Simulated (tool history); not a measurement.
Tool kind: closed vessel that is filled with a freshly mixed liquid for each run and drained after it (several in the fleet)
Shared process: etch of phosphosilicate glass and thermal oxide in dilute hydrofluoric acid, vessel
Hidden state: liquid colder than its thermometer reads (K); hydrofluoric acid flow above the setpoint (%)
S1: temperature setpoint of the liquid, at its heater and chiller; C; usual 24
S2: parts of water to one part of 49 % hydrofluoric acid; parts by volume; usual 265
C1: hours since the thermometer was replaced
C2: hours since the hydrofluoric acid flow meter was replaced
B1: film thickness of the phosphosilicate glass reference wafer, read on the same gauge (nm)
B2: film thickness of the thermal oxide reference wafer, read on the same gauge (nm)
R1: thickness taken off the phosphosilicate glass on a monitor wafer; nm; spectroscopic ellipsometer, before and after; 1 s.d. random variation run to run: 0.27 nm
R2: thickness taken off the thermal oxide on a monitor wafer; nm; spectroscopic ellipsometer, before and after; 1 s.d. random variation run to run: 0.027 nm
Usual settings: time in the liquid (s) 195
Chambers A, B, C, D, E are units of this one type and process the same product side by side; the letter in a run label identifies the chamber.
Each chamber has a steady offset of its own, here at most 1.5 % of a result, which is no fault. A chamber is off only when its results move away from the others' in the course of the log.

Run 1A, day 0.358: usual settings; C1 392.1; C2 69.6; B1 119.99; B2 119.97. Result: R1 49.668 nm, R2 2.8374 nm.
Run 2C, day 0.783: usual settings; C1 1867.3; C2 469.5; B1 120.02; B2 119.97. Result: R1 49.206 nm, R2 2.8629 nm.
Run 3B, day 1.033: usual settings; C1 918.6; C2 253.8; B1 120.01; B2 119.98. Result: R1 49.508 nm, R2 2.7715 nm.
Run 4D, day 1.338: usual settings; C1 332.3; C2 272.5; B1 119.98; B2 119.99. Result: R1 49.008 nm, R2 2.8747 nm.
Run 5E, day 1.817: usual settings; C1 1263.5; C2 1542.6; B1 120.01; B2 120.02. Result: R1 49.542 nm, R2 2.8834 nm.
At day 1.992: chamber B: thermometer replaced.
Run 6A, day 2.25: usual settings but S2 150 parts by volume, time in the liquid (s) 250; C1 437.5; C2 115; B1 120; B2 119.98. Result: R1 128.72 nm, R2 7.3123 nm.
Run 7C, day 2.638: usual settings but S2 150 parts by volume, time in the liquid (s) 250; C1 1911.8; C2 514; B1 120; B2 120.04. Result: R1 123.69 nm, R2 7.2149 nm.
Run 8D, day 2.875: usual settings but S2 150 parts by volume, time in the liquid (s) 250; C1 369.2; C2 309.4; B1 120.04; B2 120.03. Result: R1 124.48 nm, R2 7.1231 nm.
At day 3.062: chamber C: thermometer replaced.
Run 9B, day 3.25: usual settings but S2 150 parts by volume, time in the liquid (s) 250; C1 30.3; C2 307; B1 120.02; B2 119.99. Result: R1 127.67 nm, R2 7.2876 nm.
Run 10E, day 3.712: usual settings but S2 150 parts by volume, time in the liquid (s) 250; C1 1309; C2 1588.1; B1 120.01; B2 120.04. Result: R1 126.4 nm, R2 7.3997 nm.
Run 11D, day 4.025: usual settings; C1 396.8; C2 337; B1 119.98; B2 120.05. Result: R1 48.463 nm, R2 2.8365 nm.
Run 12A, day 4.304: usual settings; C1 486.8; C2 164.3; B1 119.98; B2 120.01. Result: R1 49.893 nm, R2 2.8389 nm.
Run 13B, day 4.671: usual settings; C1 64.4; C2 341.1; B1 119.99; B2 120.01. Result: R1 49.398 nm, R2 2.8427 nm.
Run 14C, day 5.021: usual settings; C1 47; C2 571.2; B1 119.96; B2 120. Result: R1 49.4 nm, R2 2.8656 nm.
Run 15E, day 5.246: usual settings; C1 1345.8; C2 1624.9; B1 120.02; B2 120.01. Result: R1 50.144 nm, R2 2.8903 nm.
Run 16C, day 5.7: usual settings but S2 310 parts by volume, time in the liquid (s) 115; C1 63.3; C2 587.5; B1 120.01; B2 119.98. Result: R1 23.687 nm, R2 1.377 nm.
Run 17D, day 5.967: usual settings but S2 310 parts by volume, time in the liquid (s) 115; C1 443.4; C2 383.6; B1 119.95; B2 120. Result: R1 23.379 nm, R2 1.3918 nm.
Run 18A, day 6.467: usual settings but S2 310 parts by volume, time in the liquid (s) 115; C1 538.7; C2 216.2; B1 119.98; B2 119.97. Result: R1 23.884 nm, R2 1.3629 nm.
Run 19B, day 6.825: usual settings but S2 310 parts by volume, time in the liquid (s) 115; C1 116.1; C2 392.8; B1 120; B2 120. Result: R1 23.663 nm, R2 1.3785 nm.
Run 20E, day 7.088: usual settings but S2 310 parts by volume, time in the liquid (s) 115; C1 1390; C2 1669.1; B1 119.99; B2 120.03. Result: R1 24.431 nm, R2 1.4079 nm.
Run 21B, day 7.5: usual settings; C1 132.3; C2 409; B1 120.01; B2 119.98. Result: R1 49.102 nm, R2 2.8477 nm.
Run 22A, day 7.758: usual settings; C1 569.7; C2 247.2; B1 119.99; B2 120.02. Result: R1 49.508 nm, R2 2.8096 nm.
Run 23E, day 8.029: usual settings; C1 1412.6; C2 1691.7; B1 119.98; B2 119.98. Result: R1 50.997 nm, R2 2.9928 nm.
Run 24D, day 8.446: usual settings but S1 22 C, S2 345 parts by volume; C1 502.9; C2 443.1; B1 120.01; B2 119.99. Result: R1 32.153 nm, R2 1.9106 nm.
Run 25C, day 8.838: usual settings but S1 22 C, S2 345 parts by volume; C1 138.6; C2 662.8; B1 120.03; B2 120. Result: R1 32.934 nm, R2 1.9013 nm.
Run 26A, day 9.35: usual settings but S1 22 C, S2 345 parts by volume; C1 607.9; C2 285.4; B1 119.93; B2 120. Result: R1 32.958 nm, R2 1.861 nm.
Run 27C, day 9.592: usual settings but S1 22 C, S2 345 parts by volume; C1 156.7; C2 680.9; B1 120.02; B2 120.01. Result: R1 32.724 nm, R2 1.8795 nm.
Run 28E, day 10.058: usual settings but S1 22 C, S2 345 parts by volume; C1 1461.3; C2 1740.4; B1 119.99; B2 119.98. Result: R1 34.656 nm, R2 1.9749 nm.
Run 29D, day 10.35: usual settings; C1 548.6; C2 488.8; B1 119.98; B2 119.99. Result: R1 48.384 nm, R2 2.8683 nm.
Run 30B, day 10.742: usual settings but S1 21.5 C, time in the liquid (s) 160; C1 210.1; C2 486.8; B1 120; B2 119.99. Result: R1 36.849 nm, R2 2.1232 nm.
Run 31D, day 11.058: usual settings but S1 21.5 C, time in the liquid (s) 160; C1 565.6; C2 505.8; B1 119.97; B2 120.03. Result: R1 36.4 nm, R2 2.1448 nm.
Run 32B, day 11.371: usual settings but S1 21.5 C, time in the liquid (s) 160; C1 225.2; C2 501.9; B1 119.99; B2 120.01. Result: R1 37.066 nm, R2 2.0697 nm.
Run 33E, day 11.788: usual settings but S1 21.5 C, time in the liquid (s) 160; C1 1502.8; C2 1781.9; B1 119.99; B2 120.02. Result: R1 39.333 nm, R2 2.2566 nm.
Run 34A, day 12.058: usual settings but S1 21.5 C, time in the liquid (s) 160; C1 672.9; C2 350.4; B1 120; B2 119.97. Result: R1 37.3 nm, R2 2.1284 nm.
Run 35C, day 12.288: usual settings; C1 221.4; C2 745.6; B1 119.96; B2 120. Result: R1 49.125 nm, R2 2.8624 nm.
Run 36A, day 12.671: usual settings; C1 687.6; C2 365.1; B1 120.02; B2 120. Result: R1 50.252 nm, R2 2.8358 nm.
Run 37C, day 13.1: usual settings; C1 240.9; C2 765.1; B1 120.02; B2 120.02. Result: R1 49.07 nm, R2 2.8358 nm.
Run 38B, day 13.333: usual settings; C1 272.3; C2 549; B1 119.98; B2 120.01. Result: R1 48.733 nm, R2 2.8139 nm.
At day 13.446: chamber D: thermometer replaced.
Run 39D, day 13.746: usual settings; C1 7.2; C2 570.3; B1 119.94; B2 120.02. Result: R1 48.733 nm, R2 2.8523 nm.
Run 40E, day 14.192: usual settings; C1 1560.5; C2 1839.6; B1 120; B2 120. Result: R1 53.313 nm, R2 3.114 nm.
Run 41B, day 14.562: usual settings; C1 301.8; C2 578.5; B1 119.99; B2 119.99. Result: R1 49.386 nm, R2 2.8335 nm.

Predict what each chamber gives when all 5 of them run the settings below next.
Run 42A, day 14.938: usual settings but S2 350 parts by volume. Result: R1 ?, R2 ?.
Run 42B, day 14.938: usual settings but S2 350 parts by volume. Result: R1 ?, R2 ?.
Run 42C, day 14.938: usual settings but S2 350 parts by volume. Result: R1 ?, R2 ?.
Run 42D, day 14.938: usual settings but S2 350 parts by volume. Result: R1 ?, R2 ?.
Run 42E, day 14.938: usual settings but S2 350 parts by volume. Result: R1 ?, R2 ?.

run      R1      R2
42A    34.9  1.9516
42B  34.511   1.971
42C  34.185   2.001
42D  34.191  1.9952
42E  37.285  2.1257

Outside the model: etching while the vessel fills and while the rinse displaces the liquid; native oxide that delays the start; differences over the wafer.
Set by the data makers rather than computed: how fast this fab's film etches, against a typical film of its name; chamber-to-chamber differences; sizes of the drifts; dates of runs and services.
